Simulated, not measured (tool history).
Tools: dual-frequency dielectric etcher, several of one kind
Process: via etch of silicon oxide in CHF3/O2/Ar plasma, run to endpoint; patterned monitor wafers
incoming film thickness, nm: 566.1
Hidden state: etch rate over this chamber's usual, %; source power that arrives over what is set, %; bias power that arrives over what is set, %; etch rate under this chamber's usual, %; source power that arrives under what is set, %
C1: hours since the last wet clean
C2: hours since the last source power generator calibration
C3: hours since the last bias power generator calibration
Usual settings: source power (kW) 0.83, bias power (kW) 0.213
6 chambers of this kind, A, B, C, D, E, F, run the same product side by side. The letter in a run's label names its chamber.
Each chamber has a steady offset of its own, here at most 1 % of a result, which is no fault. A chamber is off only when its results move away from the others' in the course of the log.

run 1E day=0.258 | source_power_(kW)=0.83 bias_power_(kW)=0.213 | C1=602.6 C2=708.8 C3=2968.5 | endpoint_time_(s)=239.05
run 2D day=0.479 | source_power_(kW)=0.83 bias_power_(kW)=0.213 | C1=374.2 C2=1449.7 C3=2376.3 | endpoint_time_(s)=239.14
run 3F day=0.688 | source_power_(kW)=0.83 bias_power_(kW)=0.213 | C1=119.7 C2=1108.4 C3=1421.2 | endpoint_time_(s)=239.32
run 4B day=0.896 | source_power_(kW)=0.83 bias_power_(kW)=0.213 | C1=324.2 C2=3686.4 C3=1575.7 | endpoint_time_(s)=237.36
run 5A day=1.133 | source_power_(kW)=0.83 bias_power_(kW)=0.213 | C1=304.2 C2=1465.6 C3=4254.9 | endpoint_time_(s)=235.93
run 6C day=1.3 | source_power_(kW)=0.83 bias_power_(kW)=0.213 | C1=67.5 C2=921 C3=301.3 | endpoint_time_(s)=239.23
run 7B day=1.529 | source_power_(kW)=0.83 bias_power_(kW)=0.213 | C1=339.4 C2=3701.6 C3=1590.9 | endpoint_time_(s)=238.19
-- day=1.579 chamber E: wet clean of the chamber
run 8C day=1.788 | source_power_(kW)=0.83 bias_power_(kW)=0.213 | C1=79.2 C2=932.7 C3=313 | endpoint_time_(s)=236.42
run 9D day=2.058 | source_power_(kW)=0.83 bias_power_(kW)=0.213 | C1=412.1 C2=1487.6 C3=2414.2 | endpoint_time_(s)=238.94
run 10A day=2.333 | source_power_(kW)=0.83 bias_power_(kW)=0.213 | C1=333 C2=1494.4 C3=4283.7 | endpoint_time_(s)=237.49
run 11E day=2.471 | source_power_(kW)=0.83 bias_power_(kW)=0.213 | C1=21.5 C2=761.9 C3=3021.6 | endpoint_time_(s)=237.92
run 12F day=2.729 | source_power_(kW)=0.83 bias_power_(kW)=0.213 | C1=168.7 C2=1157.4 C3=1470.2 | endpoint_time_(s)=235.7
run 13A day=2.979 | source_power_(kW)=0.83 bias_power_(kW)=0.213 | C1=348.5 C2=1509.9 C3=4299.2 | endpoint_time_(s)=237.88
run 14F day=3.212 | source_power_(kW)=0.83 bias_power_(kW)=0.213 | C1=180.3 C2=1169 C3=1481.8 | endpoint_time_(s)=238.48
run 15E day=3.496 | source_power_(kW)=0.83 bias_power_(kW)=0.213 | C1=46.1 C2=786.5 C3=3046.2 | endpoint_time_(s)=236.87
run 16D day=3.762 | source_power_(kW)=0.83 bias_power_(kW)=0.213 | C1=453 C2=1528.5 C3=2455.1 | endpoint_time_(s)=238.18
run 17C day=4.004 | source_power_(kW)=0.83 bias_power_(kW)=0.213 | C1=132.4 C2=985.9 C3=366.2 | endpoint_time_(s)=237.65
run 18B day=4.275 | source_power_(kW)=0.83 bias_power_(kW)=0.213 | C1=405.3 C2=3767.5 C3=1656.8 | endpoint_time_(s)=243.74
run 19F day=4.546 | source_power_(kW)=0.83 bias_power_(kW)=0.213 | C1=212.3 C2=1201 C3=1513.8 | endpoint_time_(s)=238.17
run 20C day=4.712 | source_power_(kW)=0.83 bias_power_(kW)=0.213 | C1=149.4 C2=1002.9 C3=383.2 | endpoint_time_(s)=240.21
run 21B day=4.888 | source_power_(kW)=0.99 bias_power_(kW)=0.213 | C1=420 C2=3782.2 C3=1671.5 | endpoint_time_(s)=228.58
run 22A day=5.062 | source_power_(kW)=0.99 bias_power_(kW)=0.213 | C1=398.5 C2=1559.9 C3=4349.2 | endpoint_time_(s)=222.32
run 23E day=5.225 | source_power_(kW)=0.99 bias_power_(kW)=0.213 | C1=87.6 C2=828 C3=3087.7 | endpoint_time_(s)=222.16
run 24D day=5.421 | source_power_(kW)=0.99 bias_power_(kW)=0.213 | C1=492.8 C2=1568.3 C3=2494.9 | endpoint_time_(s)=223.37
run 25C day=5.679 | source_power_(kW)=0.99 bias_power_(kW)=0.213 | C1=172.6 C2=1026.1 C3=406.4 | endpoint_time_(s)=222.55
-- day=5.846 chamber D: wet clean of the chamber
run 26D day=5.892 | source_power_(kW)=0.99 bias_power_(kW)=0.213 | C1=1.2 C2=1579.6 C3=2506.2 | endpoint_time_(s)=222.49
run 27F day=6.175 | source_power_(kW)=0.83 bias_power_(kW)=0.213 | C1=251.4 C2=1240.1 C3=1552.9 | endpoint_time_(s)=238.34
run 28B day=6.404 | source_power_(kW)=0.83 bias_power_(kW)=0.213 | C1=456.4 C2=3818.6 C3=1707.9 | endpoint_time_(s)=245.83
run 29A day=6.675 | source_power_(kW)=0.83 bias_power_(kW)=0.213 | C1=437.2 C2=1598.6 C3=4387.9 | endpoint_time_(s)=237.71
run 30E day=6.892 | source_power_(kW)=0.83 bias_power_(kW)=0.213 | C1=127.6 C2=868 C3=3127.7 | endpoint_time_(s)=238.24
run 31D day=7.083 | source_power_(kW)=0.83 bias_power_(kW)=0.213 | C1=29.8 C2=1608.2 C3=2534.8 | endpoint_time_(s)=238.92
run 32A day=7.279 | source_power_(kW)=0.83 bias_power_(kW)=0.213 | C1=451.7 C2=1613.1 C3=4402.4 | endpoint_time_(s)=237.82
run 33F day=7.458 | source_power_(kW)=0.83 bias_power_(kW)=0.213 | C1=282.2 C2=1270.9 C3=1583.7 | endpoint_time_(s)=239.4
run 34C day=7.658 | source_power_(kW)=0.83 bias_power_(kW)=0.213 | C1=220.1 C2=1073.6 C3=453.9 | endpoint_time_(s)=237.49
run 35E day=7.942 | source_power_(kW)=0.75 bias_power_(kW)=0.173 | C1=152.8 C2=893.2 C3=3152.9 | endpoint_time_(s)=265.87
run 36B day=8.158 | source_power_(kW)=0.75 bias_power_(kW)=0.173 | C1=498.5 C2=3860.7 C3=1750 | endpoint_time_(s)=278.68
run 37C day=8.412 | source_power_(kW)=0.75 bias_power_(kW)=0.173 | C1=238.2 C2=1091.7 C3=472 | endpoint_time_(s)=263.33

What goes on in this fleet: one chamber off, a drifting gauge, or nothing beyond the chambers' own small offsets? Name the chamber and the cause, if any.

Chamber B drifts away from the others.
Cause: etch rate under this chamber's usual, % = 4.79.

Here are 4 candidates for chamber B's next run, each the usual settings with a change, their results left as question marks. Which one brings its results back in line with what the others give on the usual settings?
In line means no further than this from the other chambers' mean on the usual settings: endpoint time (s) 4
run 38B-1 day=8.621 | source_power_(kW)=0.83 bias_power_(kW)=0.18 | endpoint_time_(s)=?
run 38B-2 day=8.621 | source_power_(kW)=0.8 bias_power_(kW)=0.207 | endpoint_time_(s)=?
run 38B-3 day=8.621 | source_power_(kW)=0.86 bias_power_(kW)=0.219 | endpoint_time_(s)=?
run 38B-4 day=8.621 | source_power_(kW)=0.83 bias_power_(kW)=0.246 | endpoint_time_(s)=?

The other chambers' mean on the usual settings: endpoint time (s) 237.75
run=38B-1 endpoint_time_(s)=265.64
run=38B-2 endpoint_time_(s)=256.96
run=38B-3 endpoint_time_(s)=245.29
run=38B-4 endpoint_time_(s)=238.72
38B-4 brings the chamber back in line.
